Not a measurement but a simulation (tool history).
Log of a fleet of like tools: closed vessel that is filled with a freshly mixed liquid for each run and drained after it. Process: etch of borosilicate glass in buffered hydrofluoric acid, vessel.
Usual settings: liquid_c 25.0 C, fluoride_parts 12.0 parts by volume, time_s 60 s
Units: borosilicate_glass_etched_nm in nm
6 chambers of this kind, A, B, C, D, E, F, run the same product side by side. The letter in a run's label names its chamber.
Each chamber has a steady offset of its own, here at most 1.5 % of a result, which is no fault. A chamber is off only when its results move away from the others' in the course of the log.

run	hour	liquid_c	fluoride_parts	time_s	hours since the thermometer was replaced	hours since the hydrofluoric acid flow meter was replaced	read-back film thickness of the borosilicate glass reference wafer, read on the same gauge (nm)	borosilicate_glass_etched_nm
1E	8.4	25.0	12.0	60	1357.4	2157.3	110.02	65.286
2F	16.4	25.0	12.0	60	371.2	1064.7	110.02	66.363
3D	25.9	25.0	12.0	60	1640.2	1563.6	110.00	65.316
4B	34.6	25.0	12.0	60	1471.4	758.1	110.00	67.110
5A	43.1	25.0	12.0	60	1668.9	249.6	110.02	66.485
6C	49.2	25.0	12.0	60	719.9	350.3	110.00	64.595
7D	55.3	25.0	12.0	60	1669.6	1593.0	110.00	65.812
8A	61.8	25.0	12.0	60	1687.6	268.3	109.99	65.968
9C	69.0	25.0	12.0	60	739.7	370.1	110.01	66.227
10B	74.4	25.0	9.0	60	1511.2	797.9	110.04	85.080
11E	80.2	25.0	9.0	60	1429.2	2229.1	109.99	83.869
12F	87.8	25.0	9.0	60	442.6	1136.1	109.96	84.375
13B	96.1	25.0	9.0	60	1532.9	819.6	109.98	85.733
14F	100.4	25.0	9.0	60	455.2	1148.7	110.01	84.208
15E	109.9	25.0	9.0	60	1458.9	2258.8	110.03	84.507
16C	116.2	25.0	12.0	60	786.9	417.3	110.00	65.275
17D	122.4	25.0	12.0	60	1736.7	1660.1	109.98	66.029
18A	128.1	25.0	12.0	60	1753.9	334.6	110.02	65.409
19E	133.7	25.0	12.0	60	1482.7	2282.6	110.00	65.370
20A	140.6	25.0	12.0	60	1766.4	347.1	109.98	66.090
21B	144.8	25.0	12.0	60	1581.6	868.3	110.00	67.843
22C	152.2	25.0	12.0	60	822.9	453.3	110.02	66.010
23F	158.2	23.5	12.0	60	513.0	1206.5	109.97	61.097
24D	163.5	23.5	12.0	60	1777.8	1701.2	110.00	60.189
25D	171.3	23.5	12.0	60	1785.6	1709.0	110.00	60.415
26B	179.8	23.5	12.0	60	1616.6	903.3	110.01	60.982
27F	188.6	23.5	12.0	60	543.4	1236.9	110.01	61.523
28A	193.3	23.5	12.0	60	1819.1	399.8	110.04	61.142
# hour 193.7: chamber F: thermometer replaced
29C	198.4	25.0	12.0	60	869.1	499.5	109.99	65.298
30E	203.7	25.0	12.0	60	1552.7	2352.6	110.00	66.294
31E	208.8	25.0	12.0	60	1557.8	2357.7	110.02	65.700
32A	213.2	25.0	12.0	60	1839.0	419.7	110.00	66.028
33F	219.6	25.0	12.0	60	25.9	1267.9	110.04	66.089
34B	227.7	25.0	12.0	60	1664.5	951.2	110.01	67.084
35D	233.5	25.0	12.0	60	1847.8	1771.2	110.00	65.486
# hour 239.6: chamber F: hydrofluoric acid flow meter replaced
36C	241.5	25.0	12.0	60	912.2	542.6	110.00	66.775
37E	246.9	25.0	14.5	45	1595.9	2395.8	110.02	41.191
38F	255.8	25.0	14.5	45	62.1	16.3	110.01	41.199
39C	263.1	25.0	14.5	45	933.8	564.2	110.00	41.032
40D	272.1	25.0	14.5	45	1886.4	1809.8	110.00	40.840

Is one chamber off against the others, does the gauge drift, or is nothing wrong? If a chamber is off, say which, and what the likeliest cause is.

No chamber stands off beyond its own small offset, and the gauge holds steady.

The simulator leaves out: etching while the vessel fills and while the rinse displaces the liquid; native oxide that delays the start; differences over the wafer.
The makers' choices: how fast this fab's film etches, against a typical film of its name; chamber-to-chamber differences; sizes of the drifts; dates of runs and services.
